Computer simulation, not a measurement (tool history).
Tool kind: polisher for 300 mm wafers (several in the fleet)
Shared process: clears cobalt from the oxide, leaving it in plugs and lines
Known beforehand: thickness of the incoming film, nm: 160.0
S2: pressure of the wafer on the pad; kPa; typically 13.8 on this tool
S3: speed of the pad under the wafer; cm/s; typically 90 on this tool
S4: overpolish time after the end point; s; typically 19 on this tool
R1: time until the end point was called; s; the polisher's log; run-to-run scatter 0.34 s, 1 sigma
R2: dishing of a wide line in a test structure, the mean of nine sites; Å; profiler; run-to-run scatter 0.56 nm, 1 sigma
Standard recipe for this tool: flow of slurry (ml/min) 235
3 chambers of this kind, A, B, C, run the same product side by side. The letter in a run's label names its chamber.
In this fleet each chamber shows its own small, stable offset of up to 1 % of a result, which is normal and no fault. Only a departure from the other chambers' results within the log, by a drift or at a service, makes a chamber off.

At day 0.188: chamber B: worn pad replaced by a new one.
Run 1A, day 0.492: usual settings. Result: R1 34.689 s, R2 339.32 Å.
At day 0.575: chamber A: worn pad replaced by a new one.
Run 2B, day 0.979: usual settings. Result: R1 34.077 s, R2 339.27 Å.
At day 1.192: chamber C: worn pad replaced by a new one.
At day 1.342: chamber C: slurry nozzle cleaned.
Run 3C, day 1.6: usual settings. Result: R1 34.028 s, R2 348 Å.
Run 4C, day 2.233: usual settings. Result: R1 33.935 s, R2 353 Å.
Run 5A, day 2.612: usual settings. Result: R1 34.487 s, R2 337.92 Å.
Run 6B, day 3.267: usual settings. Result: R1 33.98 s, R2 344.02 Å.
Run 7A, day 3.8: usual settings. Result: R1 34.417 s, R2 356.99 Å.
At day 4.125: chamber B: head pressure recalibrated.
Run 8B, day 4.292: usual settings. Result: R1 34.259 s, R2 344.25 Å.
At day 4.317: chamber A: worn pad replaced by a new one.
At day 4.35: chamber B: worn pad replaced by a new one.
At day 4.438: chamber B: slurry nozzle cleaned.
Run 9C, day 4.946: usual settings. Result: R1 33.465 s, R2 348.69 Å.
At day 5.471: chamber C: worn pad replaced by a new one.
Run 10C, day 5.625: usual settings. Result: R1 34.056 s, R2 353.92 Å.
Run 11A, day 6.3: usual settings. Result: R1 33.967 s, R2 337.31 Å.
Run 12B, day 6.783: usual settings. Result: R1 33.47 s, R2 346.34 Å.
Run 13C, day 7.208: usual settings. Result: R1 33.451 s, R2 344.42 Å.
At day 7.546: chamber B: worn pad replaced by a new one.
Run 14A, day 7.638: usual settings. Result: R1 33.895 s, R2 331.85 Å.
At day 7.683: chamber A: worn pad replaced by a new one.
Run 15B, day 8.212: usual settings but S2 11 kPa, S4 29 s. Result: R1 41.544 s, R2 353.07 Å.
Run 16A, day 8.821: usual settings but S2 11 kPa, S4 29 s. Result: R1 42.634 s, R2 372.55 Å.
At day 8.854: chamber C: worn pad replaced by a new one.
Run 17B, day 9.246: usual settings but S2 11 kPa, S4 29 s. Result: R1 42.629 s, R2 346.6 Å.
Run 18C, day 9.921: usual settings. Result: R1 34.101 s, R2 344.35 Å.
Run 19C, day 10.533: usual settings. Result: R1 33.766 s, R2 339.97 Å.
Run 20B, day 10.925: usual settings. Result: R1 34.048 s, R2 339.79 Å.
At day 11.171: chamber A: worn pad replaced by a new one.
Run 21A, day 11.471: usual settings. Result: R1 34.116 s, R2 341.64 Å.
At day 11.508: chamber B: worn pad replaced by a new one.
Run 22B, day 11.862: usual settings. Result: R1 33.812 s, R2 351.65 Å.
At day 12.217: chamber C: slurry nozzle cleaned.
Run 23A, day 12.371: usual settings. Result: R1 34.718 s, R2 335.06 Å.
Run 24C, day 12.775: usual settings. Result: R1 34.033 s, R2 335.94 Å.
At day 12.821: chamber C: worn pad replaced by a new one.
At day 13.083: chamber A: slurry nozzle cleaned.
Run 25C, day 13.442: usual settings. Result: R1 33.775 s, R2 348.16 Å.
Run 26A, day 13.829: usual settings. Result: R1 34.311 s, R2 342.77 Å.
Run 27B, day 14.367: usual settings. Result: R1 34.333 s, R2 335.55 Å.
Run 28C, day 14.854: usual settings but S2 17.9 kPa. Result: R1 25.868 s, R2 358.18 Å.
At day 14.875: chamber B: worn pad replaced by a new one.
At day 14.875: chamber A: worn pad replaced by a new one.
Run 29B, day 15.538: usual settings but S2 17.9 kPa. Result: R1 25.936 s, R2 360.63 Å.
Run 30A, day 16.2: usual settings but S2 17.9 kPa. Result: R1 26.374 s, R2 357.07 Å.
At day 16.45: chamber C: worn pad replaced by a new one.
Run 31A, day 16.742: usual settings. Result: R1 34.689 s, R2 343.37 Å.
Run 32C, day 17.083: usual settings. Result: R1 34.501 s, R2 347.46 Å.
At day 17.321: chamber A: head pressure recalibrated.
Run 33B, day 17.471: usual settings. Result: R1 33.811 s, R2 348.17 Å.
Run 34A, day 17.929: usual settings. Result: R1 34.201 s, R2 336.51 Å.
Run 35B, day 18.388: usual settings. Result: R1 33.69 s, R2 339.21 Å.
Run 36C, day 18.721: usual settings. Result: R1 33.67 s, R2 349.63 Å.

Has any chamber moved away from the others, gradually or after a service, or does the common gauge drift, or do the chambers differ only by their own small steady offsets? State the chamber and the most likely cause if one applies.

All chambers stay in line apart from their small fixed offsets, and the gauge does not drift.

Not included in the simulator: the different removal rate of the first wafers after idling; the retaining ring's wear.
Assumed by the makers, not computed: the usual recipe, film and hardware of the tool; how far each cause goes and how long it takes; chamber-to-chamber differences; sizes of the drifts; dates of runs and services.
